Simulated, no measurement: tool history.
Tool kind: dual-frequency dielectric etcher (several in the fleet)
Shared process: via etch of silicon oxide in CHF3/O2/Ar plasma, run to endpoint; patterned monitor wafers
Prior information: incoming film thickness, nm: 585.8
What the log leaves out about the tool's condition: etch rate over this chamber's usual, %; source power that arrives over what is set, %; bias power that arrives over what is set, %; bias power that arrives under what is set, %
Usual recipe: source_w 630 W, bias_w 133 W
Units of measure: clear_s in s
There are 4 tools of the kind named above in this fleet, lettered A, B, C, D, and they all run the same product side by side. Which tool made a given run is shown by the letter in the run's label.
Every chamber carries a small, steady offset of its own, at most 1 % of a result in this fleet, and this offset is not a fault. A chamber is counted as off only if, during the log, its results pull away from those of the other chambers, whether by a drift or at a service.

run,hour,source_w,bias_w,hours since the last wet clean,hours since the last source power generator calibration,hours since the last bias power generator calibration,clear_s
1D,2.4,630,133,344.7,1357.9,1113.2,322.31
2B,5.7,630,133,298.3,4077.1,1060.3,318.49
3C,9.1,630,133,47.7,17.2,1184.7,318.31
4A,13.1,630,133,185.7,2088.6,843.2,320.56
5B,17.8,630,133,310.4,4089.2,1072.4,320.61
6A,23,630,133,195.6,2098.5,853.1,318.8
7C,27.6,630,133,66.2,35.7,1203.2,316.35
8D,31.5,630,133,373.8,1387,1142.3,321.1
9C,36.1,740,153,74.7,44.2,1211.7,284.41
10B,41.4,740,153,334,4112.8,1096,287.15
11D,44,740,153,386.3,1399.5,1154.8,288.96
# hour 45.3: chamber B: wet clean of the chamber
12A,49.4,740,153,222,2124.9,879.5,287.19
13D,52.3,630,133,394.6,1407.8,1163.1,321.73
14C,55.7,630,133,94.3,63.8,1231.3,316.48
15A,58.9,630,133,231.5,2134.4,889,320.17
16B,61.7,630,133,16.5,4133.1,1116.3,319.72
17C,67,770,133,105.6,75.1,1242.6,294.28
18B,71.4,770,133,26.2,4142.8,1126,295.91
19A,74.8,770,133,247.4,2150.3,904.9,296.23
20D,79.4,770,133,421.7,1434.9,1190.2,296.04
21B,83.2,630,149,38,4154.6,1137.8,310.57
22C,87.9,630,149,126.5,96,1263.5,305.67
23D,92.7,630,149,435,1448.2,1203.5,310.18
24A,96.1,630,149,268.7,2171.6,926.2,309.18
25D,101.4,630,133,443.7,1456.9,1212.2,320.93
26A,104.9,540,111,277.5,2180.4,935,360.29
27C,107.7,540,111,146.3,115.8,1283.3,358.18
28B,111.6,540,111,66.4,4183,1166.2,361.05
29D,115.5,540,111,457.8,1471,1226.3,362.62
30C,118.6,630,133,157.2,126.7,1294.2,319.68
31A,121.6,630,133,294.2,2197.1,951.7,319.04
32B,126.6,630,133,81.4,4198,1181.2,322.17
33A,129,630,133,301.6,2204.5,959.1,321.04
34B,131.7,630,133,86.5,4203.1,1186.3,320.42
35C,135.6,630,133,174.2,143.7,1311.2,317.95
36D,139.9,630,133,482.2,1495.4,1250.7,320.12
37A,142.7,630,133,315.3,2218.2,972.8,320.44
# hour 143.3: chamber D: wet clean of the chamber
38D,148.3,630,133,5,1503.8,1259.1,319.5

One chamber off, gauge drift, or nothing amiss beyond the chambers' own small offsets? If it is a chamber, which one, and what is the likeliest cause?

No chamber stands off beyond its own small offset, and the gauge holds steady.

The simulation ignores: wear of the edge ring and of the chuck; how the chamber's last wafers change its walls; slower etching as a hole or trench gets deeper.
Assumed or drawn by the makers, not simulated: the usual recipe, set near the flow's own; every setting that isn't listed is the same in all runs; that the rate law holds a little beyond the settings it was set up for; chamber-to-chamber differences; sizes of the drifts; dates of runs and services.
